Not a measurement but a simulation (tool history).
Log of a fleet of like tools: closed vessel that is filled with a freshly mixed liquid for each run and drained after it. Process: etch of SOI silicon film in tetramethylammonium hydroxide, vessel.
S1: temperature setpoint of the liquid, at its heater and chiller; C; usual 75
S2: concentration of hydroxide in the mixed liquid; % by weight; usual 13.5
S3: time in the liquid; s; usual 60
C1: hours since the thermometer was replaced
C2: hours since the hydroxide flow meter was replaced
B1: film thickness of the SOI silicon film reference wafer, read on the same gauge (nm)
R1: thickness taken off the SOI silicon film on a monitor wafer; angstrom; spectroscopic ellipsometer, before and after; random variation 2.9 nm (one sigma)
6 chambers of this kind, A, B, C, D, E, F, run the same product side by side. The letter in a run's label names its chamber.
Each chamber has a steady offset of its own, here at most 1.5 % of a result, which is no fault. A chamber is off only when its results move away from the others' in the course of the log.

Run 1B, hour 10: usual settings; C1 1037; C2 1210.8; B1 89.989. Result: R1 4976.5 angstrom.
Run 2A, hour 19.1: usual settings; C1 345.2; C2 1140.8; B1 90.029. Result: R1 5061.9 angstrom.
Run 3F, hour 31.6: usual settings; C1 493.3; C2 684.1; B1 89.993. Result: R1 5047.9 angstrom.
Run 4E, hour 39.5: usual settings; C1 471.9; C2 836.2; B1 90.007. Result: R1 5013.3 angstrom.
Run 5D, hour 50.1: usual settings but S1 70 C; C1 424.3; C2 525.9; B1 90.006. Result: R1 3753.4 angstrom.
Run 6C, hour 58.3: usual settings but S1 70 C; C1 272.8; C2 728.2; B1 89.997. Result: R1 3724.5 angstrom.
Run 7C, hour 66.2: usual settings but S1 70 C; C1 280.7; C2 736.1; B1 89.99. Result: R1 3774.8 angstrom.
Run 8B, hour 78.1: usual settings but S1 70 C; C1 1105.1; C2 1278.9; B1 90.002. Result: R1 3781.2 angstrom.
Run 9D, hour 89.3: usual settings but S1 70 C; C1 463.5; C2 565.1; B1 89.994. Result: R1 3756.4 angstrom.
Run 10E, hour 97.4: usual settings but S1 70 C; C1 529.8; C2 894.1; B1 89.999. Result: R1 3785.1 angstrom.
Run 11F, hour 108.7: usual settings but S3 30 s; C1 570.4; C2 761.2; B1 90.008. Result: R1 2480.5 angstrom.
Run 12A, hour 114.5: usual settings but S3 30 s; C1 440.6; C2 1236.2; B1 89.998. Result: R1 2526 angstrom.
Run 13C, hour 123.1: usual settings but S3 30 s; C1 337.6; C2 793; B1 90.015. Result: R1 2499.3 angstrom.
Run 14B, hour 129.3: usual settings but S3 30 s; C1 1156.3; C2 1330.1; B1 89.988. Result: R1 2510.8 angstrom.
Run 15D, hour 141.2: usual settings but S3 30 s; C1 515.4; C2 617; B1 90.016. Result: R1 2511.5 angstrom.
Run 16F, hour 148.5: usual settings but S3 30 s; C1 610.2; C2 801; B1 90.005. Result: R1 2494.8 angstrom.
Run 17A, hour 158.6: usual settings; C1 484.7; C2 1280.3; B1 89.998. Result: R1 5061.1 angstrom.
Run 18E, hour 167.2: usual settings; C1 599.6; C2 963.9; B1 89.992. Result: R1 5051.4 angstrom.
Run 19A, hour 176.9: usual settings; C1 503; C2 1298.6; B1 89.985. Result: R1 5090.2 angstrom.
Run 20B, hour 183.9: usual settings; C1 1210.9; C2 1384.7; B1 90.016. Result: R1 4989.6 angstrom.
Run 21F, hour 194.5: usual settings; C1 656.2; C2 847; B1 90.015. Result: R1 4982.3 angstrom.
At hour 202.3: chamber A: hydroxide flow meter replaced.
Run 22D, hour 204.9: usual settings but S2 16.5 % by weight, S3 40 s; C1 579.1; C2 680.7; B1 90.013. Result: R1 3063.3 angstrom.
Run 23E, hour 215: usual settings but S2 16.5 % by weight, S3 40 s; C1 647.4; C2 1011.7; B1 90.018. Result: R1 3083.3 angstrom.
At hour 218.4: chamber B: thermometer replaced.
Run 24C, hour 221.4: usual settings but S2 16.5 % by weight, S3 40 s; C1 435.9; C2 891.3; B1 89.989. Result: R1 3071 angstrom.
At hour 231.2: chamber E: hydroxide flow meter replaced.
Run 25A, hour 232.3: usual settings but S2 16.5 % by weight, S3 40 s; C1 558.4; C2 30; B1 90.02. Result: R1 3089.5 angstrom.
Run 26E, hour 244.2: usual settings but S2 16.5 % by weight, S3 40 s; C1 676.6; C2 13; B1 89.991. Result: R1 3112.4 angstrom.
Run 27F, hour 249.7: usual settings but S2 16.5 % by weight, S3 40 s; C1 711.4; C2 902.2; B1 90.009. Result: R1 3061.8 angstrom.
Run 28C, hour 260.2: usual settings; C1 474.7; C2 930.1; B1 90.008. Result: R1 4987 angstrom.
At hour 261.6: chamber C: hydroxide flow meter replaced.
Run 29B, hour 271.6: usual settings; C1 53.3; C2 1472.4; B1 89.999. Result: R1 5034.1 angstrom.
Run 30D, hour 281.6: usual settings; C1 655.8; C2 757.4; B1 90.006. Result: R1 5071.7 angstrom.
Run 31C, hour 290.1: usual settings; C1 504.6; C2 28.5; B1 89.985. Result: R1 4952.5 angstrom.
Run 32A, hour 298.7: usual settings; C1 624.8; C2 96.4; B1 89.995. Result: R1 5070.6 angstrom.
Run 33F, hour 305.8: usual settings; C1 767.5; C2 958.3; B1 90.006. Result: R1 5036.2 angstrom.
Run 34D, hour 313.4: usual settings; C1 687.6; C2 789.2; B1 90.008. Result: R1 5011.3 angstrom.
Run 35B, hour 325.5: usual settings; C1 107.2; C2 1526.3; B1 90.008. Result: R1 5045.6 angstrom.
Run 36E, hour 334.9: usual settings; C1 767.3; C2 103.7; B1 89.999. Result: R1 5177.4 angstrom.
Run 37C, hour 346.8: usual settings but S3 80 s; C1 561.3; C2 85.2; B1 89.997. Result: R1 6644.3 angstrom.
Run 38A, hour 358.6: usual settings but S3 80 s; C1 684.7; C2 156.3; B1 90.003. Result: R1 6732.2 angstrom.

Next, every chamber runs the same settings. What will each give?
Run 39A, hour 367.6: usual settings. Result: R1 ?.
Run 39B, hour 367.6: usual settings. Result: R1 ?.
Run 39C, hour 367.6: usual settings. Result: R1 ?.
Run 39D, hour 367.6: usual settings. Result: R1 ?.
Run 39E, hour 367.6: usual settings. Result: R1 ?.
Run 39F, hour 367.6: usual settings. Result: R1 ?.

run      R1
39A  5054.6
39B  4988.1
39C    4994
39D  5050.4
39E    5205
39F  4999.5
